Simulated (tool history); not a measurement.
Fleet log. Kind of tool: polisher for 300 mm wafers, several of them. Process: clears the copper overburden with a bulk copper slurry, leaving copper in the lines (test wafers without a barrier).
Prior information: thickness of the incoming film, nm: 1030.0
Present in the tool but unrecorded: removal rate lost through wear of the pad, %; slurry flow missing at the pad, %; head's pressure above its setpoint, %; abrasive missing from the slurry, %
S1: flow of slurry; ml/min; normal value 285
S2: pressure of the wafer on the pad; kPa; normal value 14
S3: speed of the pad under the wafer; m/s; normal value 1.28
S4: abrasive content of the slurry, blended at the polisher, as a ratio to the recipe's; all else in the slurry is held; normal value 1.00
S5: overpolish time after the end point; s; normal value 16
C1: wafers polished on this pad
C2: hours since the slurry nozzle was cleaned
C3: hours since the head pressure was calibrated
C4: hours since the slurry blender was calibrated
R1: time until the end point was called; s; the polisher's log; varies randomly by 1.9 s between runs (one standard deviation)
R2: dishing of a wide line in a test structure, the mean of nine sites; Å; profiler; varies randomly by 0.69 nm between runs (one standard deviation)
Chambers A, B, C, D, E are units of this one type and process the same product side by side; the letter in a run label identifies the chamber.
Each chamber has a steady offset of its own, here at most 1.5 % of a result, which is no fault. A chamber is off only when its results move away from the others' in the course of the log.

run,hour,S1,S2,S3,S4,S5,C1,C2,C3,C4,R1,R2
# hour 2.1: chamber E: worn pad replaced by a new one
1E,4.3,285,14,1.28,1.00,16,17,246.6,795.3,190.0,150.39,517.59
2D,9.1,285,14,1.28,1.00,16,318,590.3,329.7,88.4,149.18,535.83
# hour 9.9: chamber E: slurry blender recalibrated
# hour 13.3: chamber E: head pressure recalibrated
3B,16.1,285,14,1.28,1.00,16,600,202.3,960.7,56.9,150.56,530.01
4A,20.3,285,14,1.28,1.00,16,525,198.6,536.5,150.3,152.61,518.87
# hour 22.6: chamber B: worn pad replaced by a new one
5C,25.6,285,14,1.28,1.00,16,485,156.2,526.0,63.0,147.57,529.99
6D,30.8,285,14,1.28,1.00,16,490,612.0,351.4,110.1,151.40,517.96
7C,37.2,285,14,1.28,1.00,16,577,167.8,537.6,74.6,147.16,513.51
8E,40.6,285,14,1.28,1.00,16,305,282.9,27.3,30.8,150.47,530.89
9A,45.5,285,14,1.28,1.00,16,725,223.8,561.7,175.5,150.20,519.41
# hour 47.1: chamber A: worn pad replaced by a new one
10B,49.0,285,14,1.02,1.00,16,209,235.2,993.6,89.8,186.65,459.76
11C,53.5,285,14,1.02,1.00,16,706,184.1,553.9,90.9,189.22,468.38
12D,57.1,285,14,1.02,1.00,16,698,638.3,377.7,136.4,190.34,456.74
# hour 61.2: chamber B: slurry blender recalibrated
# hour 62.8: chamber C: worn pad replaced by a new one
13A,64.0,285,14,1.02,1.00,16,134,242.3,580.2,194.0,192.14,453.84
14E,69.1,285,14,1.02,1.00,16,530,311.4,55.8,59.3,186.07,461.09
15B,72.3,285,14,1.28,1.00,16,394,258.5,1016.9,11.1,146.10,534.02
16C,75.6,285,14,1.28,1.00,16,101,206.2,576.0,113.0,146.77,533.65
17D,82.5,285,14,1.28,1.00,16,900,663.7,403.1,161.8,148.67,529.47
# hour 84.6: chamber E: worn pad replaced by a new one
18B,89.6,375,14,1.68,1.00,16,530,275.8,1034.2,28.4,113.76,610.74
# hour 93.0: chamber B: worn pad replaced by a new one
# hour 93.1: chamber B: slurry nozzle cleaned
19A,95.6,375,14,1.68,1.00,16,384,273.9,611.8,225.6,108.40,605.91
20E,99.2,375,14,1.68,1.00,16,116,341.5,85.9,89.4,113.50,598.69
21D,103.7,375,14,1.68,1.00,16,1067,684.9,424.3,183.0,109.55,613.30
22B,107.9,375,14,1.68,1.00,16,118,14.8,1052.5,46.7,110.54,604.69
23A,111.1,285,14,1.28,1.00,16,507,289.4,627.3,241.1,144.99,529.79
# hour 114.5: chamber D: worn pad replaced by a new one
24C,117.4,225,14,1.28,1.20,16,432,248.0,617.8,154.8,148.44,518.25
25E,122.2,225,14,1.28,1.20,16,298,364.5,108.9,112.4,143.81,540.17
26A,127.0,225,14,1.28,1.20,16,633,305.3,643.2,257.0,145.01,531.90
27B,131.5,225,14,1.28,1.20,16,305,38.4,1076.1,70.3,145.68,529.62
28E,135.0,225,14,1.28,1.20,16,399,377.3,121.7,125.2,151.51,522.52
29C,139.7,285,14,1.28,1.00,16,609,270.3,640.1,177.1,147.16,528.65
30D,146.9,285,14,1.28,0.85,9,257,728.1,467.5,226.2,155.92,357.97
31B,153.7,285,14,1.28,0.85,9,480,60.6,1098.3,92.5,161.05,357.64

The same settings go to every chamber for the next run, one line per chamber below. Forecast the results for each:
32A,159.0,285,14,1.28,1.00,16,,,,,?,?
32B,159.0,285,14,1.28,1.00,16,,,,,?,?
32C,159.0,285,14,1.28,1.00,16,,,,,?,?
32D,159.0,285,14,1.28,1.00,16,,,,,?,?
32E,159.0,285,14,1.28,1.00,16,,,,,?,?

run,R1,R2
32A,148.38,526.81
32B,150.99,525.32
32C,147.98,541.25
32D,147.83,526.56
32E,150.22,514.50

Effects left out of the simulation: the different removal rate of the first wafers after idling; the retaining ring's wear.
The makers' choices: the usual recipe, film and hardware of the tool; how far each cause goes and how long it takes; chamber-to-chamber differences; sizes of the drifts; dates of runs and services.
